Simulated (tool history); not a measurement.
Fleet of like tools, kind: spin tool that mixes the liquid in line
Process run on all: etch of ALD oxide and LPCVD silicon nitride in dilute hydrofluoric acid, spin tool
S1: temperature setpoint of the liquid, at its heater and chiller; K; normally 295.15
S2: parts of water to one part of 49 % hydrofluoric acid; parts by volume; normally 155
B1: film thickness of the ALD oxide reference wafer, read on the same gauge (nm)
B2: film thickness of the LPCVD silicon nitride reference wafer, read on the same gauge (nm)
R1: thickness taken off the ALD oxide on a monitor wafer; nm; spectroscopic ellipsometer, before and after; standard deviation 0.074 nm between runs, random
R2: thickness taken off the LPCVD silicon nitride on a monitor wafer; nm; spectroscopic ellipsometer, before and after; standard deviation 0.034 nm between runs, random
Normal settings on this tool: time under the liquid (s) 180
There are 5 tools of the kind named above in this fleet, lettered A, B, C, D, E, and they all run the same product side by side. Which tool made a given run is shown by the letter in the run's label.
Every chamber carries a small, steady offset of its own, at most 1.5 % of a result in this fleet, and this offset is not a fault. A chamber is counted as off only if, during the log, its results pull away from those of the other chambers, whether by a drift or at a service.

{"run": "1B", "hour": 4.0, "S1": 295.15, "S2": 155, "time under the liquid (s)": 180, "B1": 29.984, "B2": 110.02, "R1": 9.7894, "R2": 0.50319}
{"run": "2A", "hour": 9.5, "S1": 295.15, "S2": 155, "time under the liquid (s)": 180, "B1": 30.01, "B2": 110.01, "R1": 10.013, "R2": 0.56911}
{"run": "3E", "hour": 13.3, "S1": 295.15, "S2": 155, "time under the liquid (s)": 180, "B1": 30.021, "B2": 109.99, "R1": 9.9703, "R2": 0.5517}
{"run": "4D", "hour": 17.7, "S1": 295.15, "S2": 155, "time under the liquid (s)": 180, "B1": 30.03, "B2": 110.0, "R1": 9.8037, "R2": 0.53136}
{"run": "5C", "hour": 24.0, "S1": 295.15, "S2": 155, "time under the liquid (s)": 180, "B1": 30.014, "B2": 110.02, "R1": 9.7591, "R2": 0.51317}
{"run": "6B", "hour": 27.2, "S1": 295.15, "S2": 155, "time under the liquid (s)": 180, "B1": 29.993, "B2": 110.01, "R1": 9.8874, "R2": 0.49183}
{"run": "7E", "hour": 32.7, "S1": 295.15, "S2": 155, "time under the liquid (s)": 180, "B1": 29.961, "B2": 110.01, "R1": 9.9311, "R2": 0.49943}
{"run": "8C", "hour": 39.1, "S1": 295.15, "S2": 155, "time under the liquid (s)": 180, "B1": 29.965, "B2": 110.01, "R1": 9.9512, "R2": 0.53715}
{"run": "9D", "hour": 43.9, "S1": 295.15, "S2": 155, "time under the liquid (s)": 180, "B1": 29.989, "B2": 109.98, "R1": 9.691, "R2": 0.54837}
{"run": "10A", "hour": 50.3, "S1": 295.15, "S2": 155, "time under the liquid (s)": 180, "B1": 30.008, "B2": 110.01, "R1": 9.948, "R2": 0.51386}
{"run": "11C", "hour": 55.3, "S1": 295.15, "S2": 155, "time under the liquid (s)": 180, "B1": 30.013, "B2": 110.02, "R1": 9.8601, "R2": 0.57429}
{"hour": 57.1, "done": "chamber A: hydrofluoric acid flow meter replaced"}
{"run": "12B", "hour": 58.9, "S1": 295.15, "S2": 155, "time under the liquid (s)": 180, "B1": 30.04, "B2": 109.98, "R1": 9.9087, "R2": 0.53926}
{"run": "13D", "hour": 61.8, "S1": 295.15, "S2": 185, "time under the liquid (s)": 135, "B1": 30.004, "B2": 109.98, "R1": 6.0123, "R2": 0.34556}
{"run": "14E", "hour": 67.3, "S1": 295.15, "S2": 185, "time under the liquid (s)": 135, "B1": 30.011, "B2": 110.03, "R1": 6.0001, "R2": 0.29167}
{"run": "15A", "hour": 73.2, "S1": 295.15, "S2": 185, "time under the liquid (s)": 135, "B1": 29.967, "B2": 110.01, "R1": 6.1058, "R2": 0.3399}
{"run": "16D", "hour": 78.2, "S1": 295.15, "S2": 185, "time under the liquid (s)": 135, "B1": 30.03, "B2": 110.0, "R1": 6.0073, "R2": 0.3301}
{"run": "17B", "hour": 81.9, "S1": 295.15, "S2": 185, "time under the liquid (s)": 135, "B1": 29.992, "B2": 110.01, "R1": 6.0684, "R2": 0.29778}
{"run": "18C", "hour": 86.5, "S1": 295.15, "S2": 155, "time under the liquid (s)": 180, "B1": 29.973, "B2": 110.04, "R1": 9.8041, "R2": 0.49879}
{"run": "19A", "hour": 90.2, "S1": 295.15, "S2": 155, "time under the liquid (s)": 180, "B1": 30.051, "B2": 110.01, "R1": 9.9529, "R2": 0.48142}
{"run": "20E", "hour": 94.5, "S1": 292.15, "S2": 155, "time under the liquid (s)": 135, "B1": 30.018, "B2": 109.99, "R1": 6.6219, "R2": 0.31947}
{"run": "21A", "hour": 98.6, "S1": 292.15, "S2": 155, "time under the liquid (s)": 135, "B1": 30.016, "B2": 110.01, "R1": 6.5355, "R2": 0.32869}
{"run": "22B", "hour": 103.0, "S1": 292.15, "S2": 155, "time under the liquid (s)": 135, "B1": 30.003, "B2": 109.95, "R1": 6.5185, "R2": 0.34442}
{"run": "23E", "hour": 107.6, "S1": 292.15, "S2": 155, "time under the liquid (s)": 135, "B1": 29.94, "B2": 110.0, "R1": 6.5493, "R2": 0.3128}
{"run": "24C", "hour": 113.3, "S1": 292.15, "S2": 155, "time under the liquid (s)": 135, "B1": 30.005, "B2": 110.0, "R1": 6.5816, "R2": 0.34576}
{"run": "25D", "hour": 118.2, "S1": 295.15, "S2": 155, "time under the liquid (s)": 180, "B1": 30.024, "B2": 110.02, "R1": 9.775, "R2": 0.52295}
{"run": "26D", "hour": 121.2, "S1": 295.15, "S2": 155, "time under the liquid (s)": 180, "B1": 30.026, "B2": 109.98, "R1": 9.8197, "R2": 0.50027}
{"run": "27C", "hour": 126.9, "S1": 295.15, "S2": 155, "time under the liquid (s)": 180, "B1": 29.955, "B2": 110.03, "R1": 9.8441, "R2": 0.51523}
{"run": "28E", "hour": 130.9, "S1": 295.15, "S2": 155, "time under the liquid (s)": 180, "B1": 30.027, "B2": 109.99, "R1": 9.8639, "R2": 0.48265}
{"run": "29B", "hour": 135.1, "S1": 295.15, "S2": 155, "time under the liquid (s)": 180, "B1": 29.975, "B2": 109.97, "R1": 9.8949, "R2": 0.55593}
{"run": "30A", "hour": 139.6, "S1": 295.15, "S2": 155, "time under the liquid (s)": 180, "B1": 30.014, "B2": 110.02, "R1": 9.8497, "R2": 0.53069}
{"run": "31D", "hour": 146.0, "S1": 295.15, "S2": 155, "time under the liquid (s)": 180, "B1": 29.987, "B2": 110.0, "R1": 9.8799, "R2": 0.49378}
{"run": "32A", "hour": 150.3, "S1": 295.15, "S2": 220, "time under the liquid (s)": 180, "B1": 29.995, "B2": 109.97, "R1": 6.5812, "R2": 0.35802}
{"run": "33C", "hour": 153.7, "S1": 295.15, "S2": 220, "time under the liquid (s)": 180, "B1": 29.963, "B2": 109.99, "R1": 6.4309, "R2": 0.37999}
{"run": "34B", "hour": 160.3, "S1": 295.15, "S2": 220, "time under the liquid (s)": 180, "B1": 29.967, "B2": 109.98, "R1": 6.5329, "R2": 0.41542}
{"run": "35E", "hour": 166.9, "S1": 295.15, "S2": 220, "time under the liquid (s)": 180, "B1": 30.013, "B2": 110.02, "R1": 6.4206, "R2": 0.39025}
{"run": "36A", "hour": 170.8, "S1": 295.15, "S2": 220, "time under the liquid (s)": 180, "B1": 30.067, "B2": 109.99, "R1": 6.576, "R2": 0.39763}

Predict what each chamber gives when all 5 of them run the settings below next.
{"run": "37A", "hour": 175.6, "S1": 295.15, "S2": 155, "time under the liquid (s)": 180, "R1": "?", "R2": "?"}
{"run": "37B", "hour": 175.6, "S1": 295.15, "S2": 155, "time under the liquid (s)": 180, "R1": "?", "R2": "?"}
{"run": "37C", "hour": 175.6, "S1": 295.15, "S2": 155, "time under the liquid (s)": 180, "R1": "?", "R2": "?"}
{"run": "37D", "hour": 175.6, "S1": 295.15, "S2": 155, "time under the liquid (s)": 180, "R1": "?", "R2": "?"}
{"run": "37E", "hour": 175.6, "S1": 295.15, "S2": 155, "time under the liquid (s)": 180, "R1": "?", "R2": "?"}

run=37A R1=10.0320 R2=0.57562
run=37B R1=9.8203 R2=0.56544
run=37C R1=9.9101 R2=0.51437
run=37D R1=9.8340 R2=0.53527
run=37E R1=10.0690 R2=0.50020
